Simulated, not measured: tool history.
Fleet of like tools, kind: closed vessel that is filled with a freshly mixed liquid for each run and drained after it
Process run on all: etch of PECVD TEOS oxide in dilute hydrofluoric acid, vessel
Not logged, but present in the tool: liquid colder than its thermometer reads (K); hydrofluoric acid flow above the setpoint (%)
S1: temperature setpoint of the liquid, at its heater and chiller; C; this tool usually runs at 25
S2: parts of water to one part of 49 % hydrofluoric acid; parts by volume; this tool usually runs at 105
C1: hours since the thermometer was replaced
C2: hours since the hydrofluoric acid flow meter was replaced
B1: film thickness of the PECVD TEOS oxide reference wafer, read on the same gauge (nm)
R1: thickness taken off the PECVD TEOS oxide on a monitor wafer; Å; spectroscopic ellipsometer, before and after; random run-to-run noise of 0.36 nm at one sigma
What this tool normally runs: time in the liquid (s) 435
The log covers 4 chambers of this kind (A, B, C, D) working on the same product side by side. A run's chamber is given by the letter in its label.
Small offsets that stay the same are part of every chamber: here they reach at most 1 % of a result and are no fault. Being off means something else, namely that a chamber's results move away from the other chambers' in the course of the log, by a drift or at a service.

Run 1D, hour 6.1: usual settings; C1 592.8; C2 750.5; B1 140.01. Result: R1 431.35 Å.
Run 2C, hour 14.4: usual settings; C1 661.4; C2 257.4; B1 139.99. Result: R1 431.96 Å.
Run 3A, hour 25.6: usual settings; C1 1177.4; C2 462.1; B1 140.02. Result: R1 423.03 Å.
Run 4B, hour 36.4: usual settings; C1 609.4; C2 715.3; B1 140.02. Result: R1 429.40 Å.
At hour 42.1: chamber A: hydrofluoric acid flow meter replaced.
Run 5D, hour 48.6: usual settings; C1 635.3; C2 793.0; B1 140.01. Result: R1 434.68 Å.
Run 6C, hour 59.4: usual settings; C1 706.4; C2 302.4; B1 139.99. Result: R1 429.56 Å.
Run 7B, hour 68.8: usual settings; C1 641.8; C2 747.7; B1 140.01. Result: R1 416.32 Å.
Run 8A, hour 74.8: usual settings; C1 1226.6; C2 32.7; B1 139.99. Result: R1 419.15 Å.
Run 9B, hour 80.7: usual settings; C1 653.7; C2 759.6; B1 140.01. Result: R1 415.70 Å.
Run 10A, hour 87.9: usual settings; C1 1239.7; C2 45.8; B1 140.00. Result: R1 422.97 Å.
Run 11C, hour 94.3: usual settings; C1 741.3; C2 337.3; B1 140.01. Result: R1 417.50 Å.
Run 12D, hour 107.3: usual settings; C1 694.0; C2 851.7; B1 139.99. Result: R1 429.79 Å.
Run 13B, hour 117.9: usual settings; C1 690.9; C2 796.8; B1 140.02. Result: R1 417.40 Å.
Run 14C, hour 126.7: usual settings; C1 773.7; C2 369.7; B1 140.01. Result: R1 424.31 Å.
Run 15D, hour 133.1: usual settings; C1 719.8; C2 877.5; B1 140.01. Result: R1 432.93 Å.
Run 16A, hour 141.4: usual settings; C1 1293.2; C2 99.3; B1 140.01. Result: R1 426.00 Å.
Run 17A, hour 148.6: usual settings but S2 125 parts by volume, time in the liquid (s) 520; C1 1300.4; C2 106.5; B1 140.01. Result: R1 416.28 Å.
Run 18C, hour 158.4: usual settings but S2 125 parts by volume, time in the liquid (s) 520; C1 805.4; C2 401.4; B1 140.01. Result: R1 419.27 Å.
Run 19B, hour 167.7: usual settings but S2 125 parts by volume, time in the liquid (s) 520; C1 740.7; C2 846.6; B1 140.01. Result: R1 395.14 Å.
Run 20D, hour 175.2: usual settings but S2 125 parts by volume, time in the liquid (s) 520; C1 761.9; C2 919.6; B1 140.00. Result: R1 428.16 Å.
Run 21C, hour 182.2: usual settings; C1 829.2; C2 425.2; B1 139.99. Result: R1 429.56 Å.
At hour 185.6: chamber C: hydrofluoric acid flow meter replaced.
Run 22D, hour 190.5: usual settings; C1 777.2; C2 934.9; B1 140.00. Result: R1 435.97 Å.
Run 23B, hour 203.4: usual settings; C1 776.4; C2 882.3; B1 139.98. Result: R1 402.77 Å.
Run 24A, hour 210.0: usual settings but time in the liquid (s) 300; C1 1361.8; C2 167.9; B1 140.00. Result: R1 291.59 Å.
At hour 215.1: chamber C: thermometer replaced.
Run 25C, hour 218.7: usual settings but time in the liquid (s) 300; C1 3.6; C2 33.1; B1 140.02. Result: R1 293.12 Å.
Run 26D, hour 231.6: usual settings but time in the liquid (s) 300; C1 818.3; C2 976.0; B1 140.01. Result: R1 299.89 Å.
Run 27A, hour 237.8: usual settings but time in the liquid (s) 300; C1 1389.6; C2 195.7; B1 139.99. Result: R1 289.41 Å.
Run 28B, hour 243.9: usual settings but S1 21 C; C1 816.9; C2 922.8; B1 140.00. Result: R1 338.17 Å.
Run 29B, hour 253.8: usual settings but S1 21 C; C1 826.8; C2 932.7; B1 139.97. Result: R1 336.28 Å.
Run 30A, hour 260.5: usual settings but S1 21 C; C1 1412.3; C2 218.4; B1 139.99. Result: R1 363.97 Å.
Run 31C, hour 274.2: usual settings but S1 21 C; C1 59.1; C2 88.6; B1 139.99. Result: R1 368.98 Å.
Run 32D, hour 281.9: usual settings; C1 868.6; C2 1026.3; B1 140.00. Result: R1 436.90 Å.
Run 33B, hour 291.6: usual settings but S1 29 C, S2 85 parts by volume; C1 864.6; C2 970.5; B1 139.99. Result: R1 581.71 Å.
Run 34A, hour 303.2: usual settings but S1 29 C, S2 85 parts by volume; C1 1455.0; C2 261.1; B1 140.01. Result: R1 623.98 Å.
Run 35C, hour 314.9: usual settings but S1 29 C, S2 85 parts by volume; C1 99.8; C2 129.3; B1 139.98. Result: R1 627.98 Å.
Run 36D, hour 326.7: usual settings but S1 29 C, S2 85 parts by volume; C1 913.4; C2 1071.1; B1 140.00. Result: R1 646.50 Å.

Decide between three cases: one chamber stands off from its peers, the gauge reading all wafers drifts, or nothing is wrong past each chamber's small offset. Where a chamber is off, say which and what most likely put it there.

Chamber B drifts away from the others.
Likeliest cause: liquid colder than its thermometer reads (K) = 2.54.
From this log alone, it may not be told apart from: hydrofluoric acid flow below the setpoint (%).

Below are 4 candidate recipes for chamber B's next run, each the usual settings with a change, their results shown as question marks. Which of them brings B's results back in line with what the other chambers give on the usual settings?
In-line tolerance around the mean of the other chambers on the usual settings: R1 13.00 Å
Run 37B-1, hour 336.5: usual settings but S2 100 parts by volume, time in the liquid (s) 455. Result: R1 ?.
Run 37B-2, hour 336.5: usual settings but S1 26 C. Result: R1 ?.
Run 37B-3, hour 336.5: usual settings but time in the liquid (s) 425. Result: R1 ?.
Run 37B-4, hour 336.5: usual settings but S2 110 parts by volume, time in the liquid (s) 415. Result: R1 ?.

The mean the other chambers reach with the usual settings: R1 427.72 Å
  run      R1
37B-1  430.24
37B-2  405.13
37B-3  380.20
37B-4  352.06
It is 37B-1 that realigns the chamber with its peers.
